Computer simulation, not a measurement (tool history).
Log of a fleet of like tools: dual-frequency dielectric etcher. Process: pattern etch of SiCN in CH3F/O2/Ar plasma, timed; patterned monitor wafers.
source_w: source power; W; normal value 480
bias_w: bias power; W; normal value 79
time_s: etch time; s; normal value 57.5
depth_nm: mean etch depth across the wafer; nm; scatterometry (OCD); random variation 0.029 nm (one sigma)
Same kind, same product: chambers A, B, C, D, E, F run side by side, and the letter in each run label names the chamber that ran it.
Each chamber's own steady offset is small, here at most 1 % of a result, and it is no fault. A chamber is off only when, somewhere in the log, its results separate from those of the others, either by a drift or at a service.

| run | hour | source_w | bias_w | time_s | hours since the last wet clean | hours since the last source power generator calibration | hours since the last bias power generator calibration | read-back reference wafer on the same gauge, depth_nm | depth_nm |
|---|---|---|---|---|---|---|---|---|---|
| 1E | 9.7 | 480 | 79 | 57.5 | 658.2 | 1302.7 | 252.0 | 21.907 | 23.845 |
| 2D | 19.2 | 480 | 79 | 57.5 | 375.0 | 1795.7 | 3205.6 | 21.907 | 24.011 |
| 3C | 25.2 | 480 | 79 | 57.5 | 308.8 | 1610.3 | 2649.8 | 21.906 | 23.880 |
| 4A | 29.6 | 480 | 79 | 57.5 | 64.7 | 4850.4 | 2117.9 | 21.910 | 23.801 |
| 5F | 36.0 | 480 | 79 | 57.5 | 268.5 | 1500.5 | 2032.5 | 21.912 | 23.882 |
|  | 42.6 | chamber E: wet clean of the chamber |
| 6B | 43.8 | 480 | 72 | 64.5 | 103.5 | 1709.0 | 1228.9 | 21.913 | 25.863 |
| 7A | 53.2 | 480 | 72 | 64.5 | 88.3 | 4874.0 | 2141.5 | 21.913 | 25.834 |
| 8F | 60.5 | 480 | 72 | 64.5 | 293.0 | 1525.0 | 2057.0 | 21.929 | 25.989 |
| 9D | 64.8 | 480 | 72 | 64.5 | 420.6 | 1841.3 | 3251.2 | 21.923 | 26.166 |
| 10C | 73.8 | 480 | 72 | 64.5 | 357.4 | 1658.9 | 2698.4 | 21.918 | 25.882 |
| 11B | 79.8 | 480 | 72 | 64.5 | 139.5 | 1745.0 | 1264.9 | 21.925 | 25.905 |
| 12E | 87.6 | 480 | 79 | 57.5 | 45.0 | 1380.6 | 329.9 | 21.934 | 23.820 |
| 13E | 96.1 | 480 | 79 | 57.5 | 53.5 | 1389.1 | 338.4 | 21.929 | 23.874 |
| 14A | 102.9 | 480 | 79 | 57.5 | 138.0 | 4923.7 | 2191.2 | 21.936 | 23.772 |
|  | 111.6 | chamber F: wet clean of the chamber |
| 15C | 112.3 | 480 | 88 | 45.5 | 395.9 | 1697.4 | 2736.9 | 21.928 | 19.697 |
| 16D | 119.9 | 480 | 88 | 45.5 | 475.7 | 1896.4 | 3306.3 | 21.944 | 19.819 |
| 17F | 128.8 | 480 | 88 | 45.5 | 17.2 | 1593.3 | 2125.3 | 21.944 | 19.668 |
| 18B | 138.3 | 480 | 88 | 45.5 | 198.0 | 1803.5 | 1323.4 | 21.945 | 19.627 |
| 19B | 146.9 | 480 | 88 | 45.5 | 206.6 | 1812.1 | 1332.0 | 21.952 | 19.646 |
| 20A | 155.6 | 480 | 88 | 45.5 | 190.7 | 4976.4 | 2243.9 | 21.947 | 19.621 |
| 21F | 163.7 | 480 | 79 | 57.5 | 52.1 | 1628.2 | 2160.2 | 21.959 | 23.899 |
| 22C | 171.2 | 480 | 79 | 57.5 | 454.8 | 1756.3 | 2795.8 | 21.965 | 23.894 |
| 23E | 179.2 | 480 | 79 | 57.5 | 136.6 | 1472.2 | 421.5 | 21.957 | 23.901 |
|  | 184.5 | chamber C: wet clean of the chamber |
| 24D | 187.3 | 480 | 79 | 57.5 | 543.1 | 1963.8 | 3373.7 | 21.971 | 24.132 |
| 25B | 194.8 | 480 | 79 | 57.5 | 254.5 | 1860.0 | 1379.9 | 21.968 | 23.890 |
| 26C | 203.6 | 480 | 79 | 57.5 | 19.1 | 1788.7 | 2828.2 | 21.972 | 23.992 |
|  | 207.4 | chamber D: wet clean of the chamber |
| 27F | 211.7 | 480 | 79 | 57.5 | 100.1 | 1676.2 | 2208.2 | 21.973 | 23.949 |
| 28A | 220.7 | 480 | 79 | 57.5 | 255.8 | 5041.5 | 2309.0 | 21.982 | 23.921 |
| 29D | 227.6 | 480 | 79 | 47.5 | 20.2 | 2004.1 | 3414.0 | 21.977 | 19.930 |
| 30E | 234.8 | 480 | 79 | 47.5 | 192.2 | 1527.8 | 477.1 | 21.983 | 19.767 |
| 31B | 243.9 | 480 | 79 | 47.5 | 303.6 | 1909.1 | 1429.0 | 21.983 | 19.691 |
| 32E | 251.6 | 480 | 79 | 47.5 | 209.0 | 1544.6 | 493.9 | 21.995 | 19.782 |
| 33A | 258.9 | 480 | 79 | 47.5 | 294.0 | 5079.7 | 2347.2 | 21.983 | 19.733 |
| 34D | 263.5 | 480 | 79 | 47.5 | 56.1 | 2040.0 | 3449.9 | 21.997 | 19.968 |
| 35C | 268.8 | 480 | 79 | 57.5 | 84.3 | 1853.9 | 2893.4 | 21.998 | 23.959 |
| 36F | 276.3 | 480 | 79 | 57.5 | 164.7 | 1740.8 | 2272.8 | 21.994 | 23.945 |
| 37C | 284.1 | 480 | 79 | 57.5 | 99.6 | 1869.2 | 2908.7 | 21.993 | 23.986 |
| 38F | 290.0 | 480 | 79 | 57.5 | 178.4 | 1754.5 | 2286.5 | 22.000 | 23.947 |
| 39E | 299.2 | 480 | 79 | 57.5 | 256.6 | 1592.2 | 541.5 | 22.002 | 23.899 |

Read the log: is a single chamber off, either drifting away or since a service, is the gauge that measures every chamber drifting, or is nothing wrong beyond small per-chamber offsets? Name any odd chamber and what most likely caused it.

It is the gauge, not a chamber: its drift shows up in every chamber's results at once, and no chamber is off.
What lies behind it: gauge reads high (%) = 0.49.
